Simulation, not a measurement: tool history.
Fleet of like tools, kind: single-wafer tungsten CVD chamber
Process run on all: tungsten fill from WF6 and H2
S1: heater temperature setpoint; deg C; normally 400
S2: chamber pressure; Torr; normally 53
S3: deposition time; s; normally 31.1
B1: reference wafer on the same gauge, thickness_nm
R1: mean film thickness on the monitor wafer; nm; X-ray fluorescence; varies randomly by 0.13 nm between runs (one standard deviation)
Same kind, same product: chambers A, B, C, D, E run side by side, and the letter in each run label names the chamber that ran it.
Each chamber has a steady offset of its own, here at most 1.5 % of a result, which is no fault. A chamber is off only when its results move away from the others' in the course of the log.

{"run": "1B", "day": 0.55, "S1": 400, "S2": 53, "S3": 31.1, "B1": 115.02, "R1": 117.01}
{"run": "2E", "day": 0.871, "S1": 400, "S2": 53, "S3": 31.1, "B1": 114.99, "R1": 117.47}
{"run": "3A", "day": 1.304, "S1": 400, "S2": 53, "S3": 31.1, "B1": 115.0, "R1": 118.13}
{"run": "4D", "day": 1.729, "S1": 400, "S2": 53, "S3": 31.1, "B1": 115.07, "R1": 117.55}
{"run": "5C", "day": 2.379, "S1": 400, "S2": 53, "S3": 31.1, "B1": 115.04, "R1": 119.29}
{"run": "6E", "day": 2.7, "S1": 400, "S2": 53, "S3": 31.1, "B1": 115.06, "R1": 117.52}
{"run": "7C", "day": 3.25, "S1": 400, "S2": 53, "S3": 31.1, "B1": 115.09, "R1": 119.35}
{"run": "8B", "day": 3.625, "S1": 400, "S2": 53, "S3": 31.1, "B1": 115.09, "R1": 117.06}
{"run": "9D", "day": 3.971, "S1": 400, "S2": 53, "S3": 31.1, "B1": 115.07, "R1": 117.57}
{"run": "10A", "day": 4.533, "S1": 400, "S2": 53, "S3": 31.1, "B1": 115.13, "R1": 118.64}
{"run": "11B", "day": 4.967, "S1": 400, "S2": 53, "S3": 31.1, "B1": 115.15, "R1": 117.14}
{"run": "12E", "day": 5.308, "S1": 400, "S2": 53, "S3": 31.1, "B1": 115.13, "R1": 117.73}
{"run": "13C", "day": 5.912, "S1": 400, "S2": 53, "S3": 31.1, "B1": 115.13, "R1": 119.54}
{"run": "14D", "day": 6.238, "S1": 400, "S2": 53, "S3": 31.1, "B1": 115.14, "R1": 117.62}
{"run": "15A", "day": 6.612, "S1": 400, "S2": 53, "S3": 31.1, "B1": 115.18, "R1": 118.72}
{"run": "16E", "day": 7.1, "S1": 400, "S2": 53, "S3": 31.1, "B1": 115.22, "R1": 117.65}
{"run": "17C", "day": 7.388, "S1": 400, "S2": 53, "S3": 31.1, "B1": 115.18, "R1": 119.37}
{"run": "18B", "day": 7.675, "S1": 400, "S2": 53, "S3": 31.1, "B1": 115.2, "R1": 117.48}
{"run": "19A", "day": 7.979, "S1": 400, "S2": 53, "S3": 31.1, "B1": 115.24, "R1": 118.68}
{"run": "20D", "day": 8.617, "S1": 400, "S2": 53, "S3": 31.1, "B1": 115.21, "R1": 117.69}
{"run": "21D", "day": 9.017, "S1": 400, "S2": 53, "S3": 31.1, "B1": 115.23, "R1": 118.04}
{"run": "22E", "day": 9.471, "S1": 400, "S2": 53, "S3": 31.1, "B1": 115.26, "R1": 118.06}
{"run": "23A", "day": 9.95, "S1": 393, "S2": 53, "S3": 36.7, "B1": 115.26, "R1": 122.71}
{"run": "24C", "day": 10.271, "S1": 393, "S2": 53, "S3": 36.7, "B1": 115.28, "R1": 123.58}
{"run": "25B", "day": 10.921, "S1": 393, "S2": 53, "S3": 36.7, "B1": 115.29, "R1": 121.35}
{"run": "26B", "day": 11.233, "S1": 393, "S2": 53, "S3": 36.7, "B1": 115.31, "R1": 121.56}
{"run": "27E", "day": 11.65, "S1": 393, "S2": 53, "S3": 36.7, "B1": 115.28, "R1": 122.24}
{"run": "28D", "day": 11.962, "S1": 400, "S2": 53, "S3": 31.1, "B1": 115.33, "R1": 117.89}
{"run": "29C", "day": 12.429, "S1": 409, "S2": 53, "S3": 36.6, "B1": 115.32, "R1": 165.17}
{"run": "30A", "day": 12.95, "S1": 409, "S2": 53, "S3": 36.6, "B1": 115.31, "R1": 164.21}
{"run": "31A", "day": 13.479, "S1": 409, "S2": 53, "S3": 36.6, "B1": 115.37, "R1": 163.98}
{"run": "32C", "day": 13.9, "S1": 409, "S2": 53, "S3": 36.6, "B1": 115.34, "R1": 165.21}
{"run": "33D", "day": 14.533, "S1": 409, "S2": 53, "S3": 36.6, "B1": 115.36, "R1": 162.66}
{"run": "34B", "day": 15.017, "S1": 400, "S2": 53, "S3": 31.1, "B1": 115.4, "R1": 117.2}
{"day": 15.271, "done": "chamber D: thermocouple changed; heater temperature recalibrated"}
{"run": "35E", "day": 15.521, "S1": 400, "S2": 53, "S3": 31.1, "B1": 115.39, "R1": 117.94}
{"run": "36A", "day": 15.971, "S1": 392, "S2": 53, "S3": 33.6, "B1": 115.4, "R1": 110.19}
{"run": "37B", "day": 16.583, "S1": 392, "S2": 53, "S3": 33.6, "B1": 115.42, "R1": 109.27}
{"run": "38C", "day": 17.175, "S1": 392, "S2": 53, "S3": 33.6, "B1": 115.43, "R1": 111.5}
{"run": "39D", "day": 17.838, "S1": 392, "S2": 53, "S3": 33.6, "B1": 115.43, "R1": 109.95}
{"day": 18.154, "done": "chamber E: thermocouple changed; heater temperature recalibrated"}
{"run": "40E", "day": 18.329, "S1": 392, "S2": 53, "S3": 33.6, "B1": 115.47, "R1": 109.91}
{"run": "41E", "day": 18.95, "S1": 400, "S2": 53, "S3": 31.1, "B1": 115.47, "R1": 118.15}
{"run": "42D", "day": 19.396, "S1": 400, "S2": 53, "S3": 31.1, "B1": 115.5, "R1": 117.98}
{"run": "43B", "day": 19.725, "S1": 400, "S2": 53, "S3": 31.1, "B1": 115.49, "R1": 117.6}

All 5 chambers run these settings next. Forecast each chamber's results:
{"run": "44A", "day": 20.2, "S1": 400, "S2": 53, "S3": 26.0, "R1": "?"}
{"run": "44B", "day": 20.2, "S1": 400, "S2": 53, "S3": 26.0, "R1": "?"}
{"run": "44C", "day": 20.2, "S1": 400, "S2": 53, "S3": 26.0, "R1": "?"}
{"run": "44D", "day": 20.2, "S1": 400, "S2": 53, "S3": 26.0, "R1": "?"}
{"run": "44E", "day": 20.2, "S1": 400, "S2": 53, "S3": 26.0, "R1": "?"}

run=44A R1=99.344
run=44B R1=98.107
run=44C R1=100.170
run=44D R1=98.640
run=44E R1=98.606

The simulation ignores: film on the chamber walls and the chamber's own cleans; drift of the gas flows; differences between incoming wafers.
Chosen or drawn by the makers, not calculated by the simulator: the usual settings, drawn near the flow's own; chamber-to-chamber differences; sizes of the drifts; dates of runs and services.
